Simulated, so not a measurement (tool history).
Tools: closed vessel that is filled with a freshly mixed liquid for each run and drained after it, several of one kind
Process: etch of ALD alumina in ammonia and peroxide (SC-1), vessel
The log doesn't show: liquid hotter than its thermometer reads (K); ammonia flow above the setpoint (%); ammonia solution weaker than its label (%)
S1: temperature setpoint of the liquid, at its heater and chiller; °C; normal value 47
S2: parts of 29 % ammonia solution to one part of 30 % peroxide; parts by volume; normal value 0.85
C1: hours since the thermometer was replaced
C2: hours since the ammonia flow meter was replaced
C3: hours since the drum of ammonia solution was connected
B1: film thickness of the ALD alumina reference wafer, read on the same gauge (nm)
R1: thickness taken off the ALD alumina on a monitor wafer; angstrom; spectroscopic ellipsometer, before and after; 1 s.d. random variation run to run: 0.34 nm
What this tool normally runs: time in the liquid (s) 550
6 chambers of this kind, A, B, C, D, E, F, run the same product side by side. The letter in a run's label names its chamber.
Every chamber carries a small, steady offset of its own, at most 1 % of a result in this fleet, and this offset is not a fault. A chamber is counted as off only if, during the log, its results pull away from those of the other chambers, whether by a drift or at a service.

run 1A day=0.233 | S1=47 S2=0.85 time_in_the_liquid_(s)=550 | C1=383 C2=500.9 C3=1247.1 | B1=69.992 | R1=388.82
run 2E day=0.675 | S1=47 S2=0.85 time_in_the_liquid_(s)=550 | C1=408.6 C2=207.8 C3=843.5 | B1=69.955 | R1=385.32
run 3C day=1.083 | S1=47 S2=0.85 time_in_the_liquid_(s)=550 | C1=207 C2=467.6 C3=205.3 | B1=69.985 | R1=388.89
-- day=1.292 chamber A: new drum of ammonia solution connected
run 4F day=1.492 | S1=47 S2=0.85 time_in_the_liquid_(s)=550 | C1=628.6 C2=2563.5 C3=190 | B1=69.995 | R1=386.01
run 5D day=1.912 | S1=47 S2=0.85 time_in_the_liquid_(s)=550 | C1=526.2 C2=1738 C3=248.7 | B1=70.015 | R1=386.03
run 6B day=2.338 | S1=47 S2=0.85 time_in_the_liquid_(s)=550 | C1=156.4 C2=1491.5 C3=549.2 | B1=69.97 | R1=394.15
run 7E day=2.833 | S1=47 S2=0.85 time_in_the_liquid_(s)=550 | C1=460.4 C2=259.6 C3=895.3 | B1=70.024 | R1=384.8
run 8A day=3.162 | S1=47 S2=0.85 time_in_the_liquid_(s)=550 | C1=453.3 C2=571.2 C3=44.9 | B1=70.003 | R1=388.67
-- day=3.192 chamber A: ammonia flow meter replaced
-- day=3.262 chamber B: ammonia flow meter replaced
run 9F day=3.671 | S1=47 S2=0.85 time_in_the_liquid_(s)=550 | C1=680.9 C2=2615.8 C3=242.3 | B1=70.014 | R1=390.42
run 10D day=4.008 | S1=47 S2=0.85 time_in_the_liquid_(s)=550 | C1=576.5 C2=1788.3 C3=299 | B1=70.017 | R1=391.29
run 11C day=4.258 | S1=47 S2=0.85 time_in_the_liquid_(s)=550 | C1=283.2 C2=543.8 C3=281.5 | B1=69.996 | R1=385.07
run 12B day=4.6 | S1=47 S2=0.85 time_in_the_liquid_(s)=550 | C1=210.7 C2=32.2 C3=603.5 | B1=69.986 | R1=390.03
run 13C day=4.842 | S1=47 S2=0.85 time_in_the_liquid_(s)=550 | C1=297.2 C2=557.8 C3=295.5 | B1=69.98 | R1=388.89
run 14F day=5.167 | S1=38 S2=0.6 time_in_the_liquid_(s)=550 | C1=716.8 C2=2651.7 C3=278.2 | B1=70.004 | R1=221.95
-- day=5.542 chamber F: ammonia flow meter replaced
run 15E day=5.646 | S1=38 S2=0.6 time_in_the_liquid_(s)=550 | C1=527.9 C2=327.1 C3=962.8 | B1=69.99 | R1=218.54
run 16D day=6.092 | S1=38 S2=0.6 time_in_the_liquid_(s)=550 | C1=626.5 C2=1838.3 C3=349 | B1=70.018 | R1=221.51
run 17A day=6.604 | S1=38 S2=0.6 time_in_the_liquid_(s)=550 | C1=535.9 C2=82 C3=127.5 | B1=70.001 | R1=223.26
run 18B day=6.967 | S1=38 S2=0.6 time_in_the_liquid_(s)=550 | C1=267.5 C2=89 C3=660.3 | B1=70.017 | R1=222.11
run 19F day=7.354 | S1=38 S2=0.6 time_in_the_liquid_(s)=550 | C1=769.3 C2=43.5 C3=330.7 | B1=69.983 | R1=220.58
run 20E day=7.658 | S1=47 S2=0.6 time_in_the_liquid_(s)=240 | C1=576.2 C2=375.4 C3=1011.1 | B1=70.006 | R1=164.03
-- day=7.862 chamber E: new drum of ammonia solution connected
run 21A day=7.929 | S1=47 S2=0.6 time_in_the_liquid_(s)=240 | C1=567.7 C2=113.8 C3=159.3 | B1=70 | R1=165.38
run 22C day=8.238 | S1=47 S2=0.6 time_in_the_liquid_(s)=240 | C1=378.7 C2=639.3 C3=377 | B1=70.012 | R1=160.06
run 23B day=8.592 | S1=47 S2=0.6 time_in_the_liquid_(s)=240 | C1=306.5 C2=128 C3=699.3 | B1=69.984 | R1=165.5
run 24D day=9.054 | S1=47 S2=0.6 time_in_the_liquid_(s)=240 | C1=697.6 C2=1909.4 C3=420.1 | B1=70.001 | R1=164.34
run 25F day=9.325 | S1=47 S2=0.6 time_in_the_liquid_(s)=240 | C1=816.6 C2=90.8 C3=378 | B1=70.035 | R1=165.37
run 26B day=9.779 | S1=47 S2=0.85 time_in_the_liquid_(s)=550 | C1=335 C2=156.5 C3=727.8 | B1=69.997 | R1=381.12
run 27D day=10.046 | S1=47 S2=0.85 time_in_the_liquid_(s)=550 | C1=721.4 C2=1933.2 C3=443.9 | B1=70.002 | R1=389.45
-- day=10.342 chamber C: new drum of ammonia solution connected
run 28C day=10.492 | S1=47 S2=0.85 time_in_the_liquid_(s)=550 | C1=432.8 C2=693.4 C3=3.6 | B1=70.003 | R1=391.37
run 29A day=10.954 | S1=47 S2=0.85 time_in_the_liquid_(s)=550 | C1=640.3 C2=186.4 C3=231.9 | B1=69.947 | R1=387.22
-- day=11.038 chamber D: new drum of ammonia solution connected
run 30E day=11.188 | S1=47 S2=0.85 time_in_the_liquid_(s)=550 | C1=660.9 C2=460.1 C3=79.8 | B1=70.041 | R1=396.36
run 31D day=11.55 | S1=47 S2=0.85 time_in_the_liquid_(s)=550 | C1=757.5 C2=1969.3 C3=12.3 | B1=70.025 | R1=391.2
run 32F day=12.004 | S1=47 S2=0.65 time_in_the_liquid_(s)=550 | C1=880.9 C2=155.1 C3=442.3 | B1=69.991 | R1=378.73
run 33A day=12.271 | S1=47 S2=0.65 time_in_the_liquid_(s)=550 | C1=671.9 C2=218 C3=263.5 | B1=70.012 | R1=376.55
run 34B day=12.679 | S1=47 S2=0.65 time_in_the_liquid_(s)=550 | C1=404.6 C2=226.1 C3=797.4 | B1=70.014 | R1=376.09
run 35C day=13.008 | S1=47 S2=0.65 time_in_the_liquid_(s)=550 | C1=493.2 C2=753.8 C3=64 | B1=69.973 | R1=381.6
run 36E day=13.3 | S1=47 S2=0.65 time_in_the_liquid_(s)=550 | C1=711.6 C2=510.8 C3=130.5 | B1=69.974 | R1=376.65

Predict what each chamber gives when all 6 of them run the settings below next.
run 37A day=13.679 | S1=47 S2=0.85 time_in_the_liquid_(s)=550 | R1=?
run 37B day=13.679 | S1=47 S2=0.85 time_in_the_liquid_(s)=550 | R1=?
run 37C day=13.679 | S1=47 S2=0.85 time_in_the_liquid_(s)=550 | R1=?
run 37D day=13.679 | S1=47 S2=0.85 time_in_the_liquid_(s)=550 | R1=?
run 37E day=13.679 | S1=47 S2=0.85 time_in_the_liquid_(s)=550 | R1=?
run 37F day=13.679 | S1=47 S2=0.85 time_in_the_liquid_(s)=550 | R1=?

run=37A R1=389.07
run=37B R1=381.01
run=37C R1=382.63
run=37D R1=390.23
run=37E R1=390.82
run=37F R1=392.31
